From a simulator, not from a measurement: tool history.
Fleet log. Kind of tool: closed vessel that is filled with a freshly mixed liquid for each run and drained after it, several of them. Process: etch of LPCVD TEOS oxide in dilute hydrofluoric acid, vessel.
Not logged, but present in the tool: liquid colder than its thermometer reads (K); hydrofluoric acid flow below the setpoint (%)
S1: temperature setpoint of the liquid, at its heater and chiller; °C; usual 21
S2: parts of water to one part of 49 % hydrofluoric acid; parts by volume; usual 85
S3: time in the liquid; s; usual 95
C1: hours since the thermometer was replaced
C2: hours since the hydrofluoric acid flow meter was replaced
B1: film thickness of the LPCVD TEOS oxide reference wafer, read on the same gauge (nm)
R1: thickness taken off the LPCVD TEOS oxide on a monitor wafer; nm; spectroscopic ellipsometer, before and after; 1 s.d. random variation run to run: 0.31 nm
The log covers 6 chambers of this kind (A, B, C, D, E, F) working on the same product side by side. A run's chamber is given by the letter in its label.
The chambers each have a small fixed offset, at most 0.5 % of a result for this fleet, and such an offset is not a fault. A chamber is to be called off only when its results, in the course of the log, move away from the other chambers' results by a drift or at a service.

| run | day | S1 | S2 | S3 | C1 | C2 | B1 | R1 |
|---|---|---|---|---|---|---|---|---|
| 1D | 0.158 | 21 | 85 | 95 | 886.3 | 62.5 | 50.024 | 34.246 |
| 2A | 0.288 | 21 | 85 | 95 | 798.3 | 866.1 | 49.986 | 34.026 |
| 3F | 0.446 | 21 | 85 | 95 | 547.6 | 264.5 | 49.991 | 33.767 |
| 4C | 0.633 | 21 | 85 | 95 | 1501.9 | 787.2 | 50.033 | 33.498 |
| 5E | 0.804 | 21 | 85 | 95 | 411.1 | 859.6 | 49.985 | 34.103 |
|  | 0.908 | chamber C: thermometer replaced |
| 6B | 0.925 | 21 | 85 | 95 | 320.2 | 676.2 | 50.001 | 34.287 |
| 7A | 1.088 | 24.5 | 55 | 95 | 817.5 | 885.3 | 49.988 | 62.472 |
| 8E | 1.217 | 24.5 | 55 | 95 | 421 | 869.5 | 50.016 | 62.822 |
| 9B | 1.4 | 24.5 | 55 | 95 | 331.6 | 687.6 | 50.001 | 62.002 |
| 10D | 1.496 | 24.5 | 55 | 95 | 918.4 | 94.6 | 50.018 | 63.161 |
| 11C | 1.625 | 24.5 | 55 | 95 | 17.2 | 811 | 50.011 | 61.827 |
| 12F | 1.754 | 24.5 | 55 | 95 | 579 | 295.9 | 50.007 | 61.47 |
| 13B | 1.842 | 21 | 85 | 95 | 342.2 | 698.2 | 49.985 | 33.923 |
| 14F | 1.983 | 21 | 125 | 95 | 584.5 | 301.4 | 50.001 | 22.109 |
| 15A | 2.112 | 21 | 125 | 95 | 842.1 | 909.9 | 50.017 | 22.405 |
| 16E | 2.212 | 21 | 125 | 95 | 444.9 | 893.4 | 49.997 | 21.711 |
| 17D | 2.329 | 21 | 125 | 95 | 938.4 | 114.6 | 49.995 | 22.165 |
| 18C | 2.425 | 21 | 125 | 95 | 36.4 | 830.2 | 50.013 | 22.177 |
| 19D | 2.583 | 21 | 125 | 95 | 944.5 | 120.7 | 49.994 | 22.152 |
| 20F | 2.742 | 21 | 85 | 95 | 602.7 | 319.6 | 50.032 | 34.343 |
| 21C | 2.879 | 21 | 85 | 95 | 47.3 | 841.1 | 49.998 | 33.875 |
| 22B | 3 | 21 | 85 | 95 | 370 | 726 | 50.002 | 34.485 |
| 23A | 3.083 | 21 | 65 | 95 | 865.4 | 933.2 | 50.032 | 45.214 |
| 24E | 3.254 | 21 | 65 | 95 | 469.9 | 918.4 | 49.991 | 44.2 |
| 25D | 3.442 | 21 | 65 | 95 | 965.1 | 141.3 | 49.99 | 45.178 |
| 26E | 3.583 | 21 | 65 | 95 | 477.8 | 926.3 | 49.999 | 43.244 |
| 27C | 3.7 | 21 | 65 | 95 | 67 | 860.8 | 49.995 | 44.952 |
| 28B | 3.858 | 21 | 65 | 95 | 390.6 | 746.6 | 50.002 | 44.938 |
| 29F | 4.046 | 21 | 60 | 150 | 634 | 350.9 | 50.022 | 78.634 |
| 30A | 4.2 | 21 | 60 | 150 | 892.2 | 960 | 49.99 | 77.331 |
| 31A | 4.296 | 21 | 60 | 150 | 894.5 | 962.3 | 49.99 | 76.815 |
| 32F | 4.388 | 21 | 60 | 150 | 642.2 | 359.1 | 49.993 | 78.435 |
| 33C | 4.5 | 21 | 60 | 150 | 86.2 | 880 | 49.982 | 77.291 |
| 34B | 4.625 | 21 | 60 | 150 | 409 | 765 | 50 | 77.394 |
| 35D | 4.812 | 21 | 85 | 95 | 998 | 174.2 | 50.009 | 34.053 |
| 36E | 4.933 | 21 | 85 | 95 | 510.2 | 958.7 | 50.011 | 31.468 |

Has any chamber moved away from the others, gradually or after a service, or does the common gauge drift, or do the chambers differ only by their own small steady offsets? State the chamber and the most likely cause if one applies.

One chamber, E, drifts off from the rest bit by bit.
What lies behind it: liquid colder than its thermometer reads (K) = 1.68.
The log might look much the same if the cause were instead: hydrofluoric acid flow below the setpoint (%).

Here are 4 candidates for chamber E's next run, each the usual settings with a change, their results left as question marks. Which one brings its results back in line with what the others give on the usual settings?
A result is in line if it is within this distance of the other chambers' mean on the usual settings: R1 1.1 nm
| 37E-1 | 5.075 | 19.5 | 85 | 95 |  |  |  | ? |
| 37E-2 | 5.075 | 21 | 80 | 100 |  |  |  | ? |
| 37E-3 | 5.075 | 21 | 80 | 95 |  |  |  | ? |
| 37E-4 | 5.075 | 20.5 | 85 | 85 |  |  |  | ? |

On the usual settings, the other chambers give on average: R1 34.068 nm
| run | R1 |
|---|---|
| 37E-1 | 30.085 |
| 37E-2 | 36.024 |
| 37E-3 | 34.223 |
| 37E-4 | 28.076 |
37E-3 puts the chamber back in line with the other chambers.
